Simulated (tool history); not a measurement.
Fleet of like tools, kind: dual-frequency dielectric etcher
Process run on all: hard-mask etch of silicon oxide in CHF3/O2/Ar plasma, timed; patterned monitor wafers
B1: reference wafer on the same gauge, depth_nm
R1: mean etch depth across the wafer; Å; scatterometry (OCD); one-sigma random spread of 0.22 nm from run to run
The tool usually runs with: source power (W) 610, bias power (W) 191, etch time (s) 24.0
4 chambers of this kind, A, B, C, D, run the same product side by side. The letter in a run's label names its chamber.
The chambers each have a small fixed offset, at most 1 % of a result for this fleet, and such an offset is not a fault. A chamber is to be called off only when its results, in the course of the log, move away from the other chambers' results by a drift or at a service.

{"run": "1A", "hour": 9.7, "source power (W)": 610, "bias power (W)": 191, "etch time (s)": 24.0, "B1": 54.868, "R1": 491.82}
{"hour": 17.7, "done": "chamber D: wet clean of the chamber"}
{"run": "2B", "hour": 19.1, "source power (W)": 610, "bias power (W)": 191, "etch time (s)": 24.0, "B1": 54.78, "R1": 481.27}
{"run": "3C", "hour": 23.9, "source power (W)": 610, "bias power (W)": 191, "etch time (s)": 24.0, "B1": 54.778, "R1": 485.77}
{"run": "4D", "hour": 33.6, "source power (W)": 610, "bias power (W)": 191, "etch time (s)": 24.0, "B1": 54.879, "R1": 479.88}
{"hour": 38.7, "done": "chamber C: wet clean of the chamber"}
{"run": "5D", "hour": 39.3, "source power (W)": 610, "bias power (W)": 191, "etch time (s)": 24.0, "B1": 54.764, "R1": 482.46}
{"hour": 41.0, "done": "chamber B: source power generator calibrated"}
{"run": "6A", "hour": 47.4, "source power (W)": 610, "bias power (W)": 191, "etch time (s)": 24.0, "B1": 54.832, "R1": 487.73}
{"run": "7C", "hour": 53.3, "source power (W)": 610, "bias power (W)": 191, "etch time (s)": 24.0, "B1": 54.796, "R1": 488.43}
{"run": "8B", "hour": 61.3, "source power (W)": 610, "bias power (W)": 191, "etch time (s)": 24.0, "B1": 54.801, "R1": 488.99}
{"run": "9D", "hour": 65.7, "source power (W)": 610, "bias power (W)": 191, "etch time (s)": 24.0, "B1": 54.774, "R1": 482.09}
{"run": "10A", "hour": 74.7, "source power (W)": 510, "bias power (W)": 191, "etch time (s)": 24.0, "B1": 54.764, "R1": 455.06}
{"run": "11B", "hour": 80.2, "source power (W)": 510, "bias power (W)": 191, "etch time (s)": 24.0, "B1": 54.748, "R1": 448.18}
{"run": "12C", "hour": 85.5, "source power (W)": 510, "bias power (W)": 191, "etch time (s)": 24.0, "B1": 54.811, "R1": 458.56}
{"run": "13B", "hour": 92.8, "source power (W)": 510, "bias power (W)": 191, "etch time (s)": 24.0, "B1": 54.814, "R1": 452.1}
{"run": "14A", "hour": 100.4, "source power (W)": 610, "bias power (W)": 191, "etch time (s)": 24.0, "B1": 54.826, "R1": 490.77}
{"run": "15D", "hour": 105.8, "source power (W)": 610, "bias power (W)": 191, "etch time (s)": 24.0, "B1": 54.79, "R1": 489.35}
{"run": "16C", "hour": 111.8, "source power (W)": 610, "bias power (W)": 191, "etch time (s)": 24.0, "B1": 54.819, "R1": 489.33}
{"run": "17B", "hour": 119.8, "source power (W)": 610, "bias power (W)": 191, "etch time (s)": 24.0, "B1": 54.811, "R1": 483.94}
{"hour": 122.6, "done": "chamber B: wet clean of the chamber"}
{"run": "18A", "hour": 125.0, "source power (W)": 610, "bias power (W)": 191, "etch time (s)": 24.0, "B1": 54.833, "R1": 488.38}
{"run": "19D", "hour": 132.6, "source power (W)": 610, "bias power (W)": 191, "etch time (s)": 24.0, "B1": 54.787, "R1": 487.99}
{"run": "20C", "hour": 141.8, "source power (W)": 610, "bias power (W)": 191, "etch time (s)": 24.0, "B1": 54.81, "R1": 487.74}
{"run": "21C", "hour": 149.8, "source power (W)": 610, "bias power (W)": 191, "etch time (s)": 24.0, "B1": 54.826, "R1": 491.48}
{"run": "22D", "hour": 156.5, "source power (W)": 610, "bias power (W)": 191, "etch time (s)": 24.0, "B1": 54.818, "R1": 487.0}
{"run": "23B", "hour": 166.1, "source power (W)": 560, "bias power (W)": 213, "etch time (s)": 24.0, "B1": 54.779, "R1": 474.65}
{"run": "24A", "hour": 171.5, "source power (W)": 560, "bias power (W)": 213, "etch time (s)": 24.0, "B1": 54.726, "R1": 493.43}
{"run": "25B", "hour": 177.3, "source power (W)": 560, "bias power (W)": 213, "etch time (s)": 24.0, "B1": 54.796, "R1": 472.98}
{"run": "26C", "hour": 182.2, "source power (W)": 560, "bias power (W)": 213, "etch time (s)": 24.0, "B1": 54.8, "R1": 489.51}
{"run": "27D", "hour": 189.5, "source power (W)": 610, "bias power (W)": 191, "etch time (s)": 24.0, "B1": 54.823, "R1": 484.22}
{"run": "28A", "hour": 194.3, "source power (W)": 610, "bias power (W)": 217, "etch time (s)": 28.5, "B1": 54.875, "R1": 611.65}
{"run": "29D", "hour": 200.2, "source power (W)": 610, "bias power (W)": 217, "etch time (s)": 28.5, "B1": 54.836, "R1": 602.82}

Is one chamber out of step, is the gauge drifting, or do the chambers differ by no more than their own small offsets? For an off chamber, give its letter and the likeliest cause.

Chamber B has stood off from the others ever since a service on it.
Cause: etch rate under this chamber's usual, % = 3.27.

Below are 4 candidate recipes for chamber B's next run, each the usual settings with a change, their results shown as question marks. Which of them brings B's results back in line with what the other chambers give on the usual settings?
To be in line, a result may differ from the other chambers' mean on the usual settings by at most: R1 7.60 Å
{"run": "30B-1", "hour": 207.2, "source power (W)": 610, "bias power (W)": 214, "etch time (s)": 24.0, "R1": "?"}
{"run": "30B-2", "hour": 207.2, "source power (W)": 610, "bias power (W)": 191, "etch time (s)": 23.0, "R1": "?"}
{"run": "30B-3", "hour": 207.2, "source power (W)": 610, "bias power (W)": 184, "etch time (s)": 24.0, "R1": "?"}
{"run": "30B-4", "hour": 207.2, "source power (W)": 610, "bias power (W)": 198, "etch time (s)": 24.0, "R1": "?"}

What the other chambers average on the usual settings: R1 488.14 Å
run=30B-1 R1=487.72
run=30B-2 R1=449.75
run=30B-3 R1=463.50
run=30B-4 R1=475.01
With 30B-1, the chamber falls back in line with the rest.
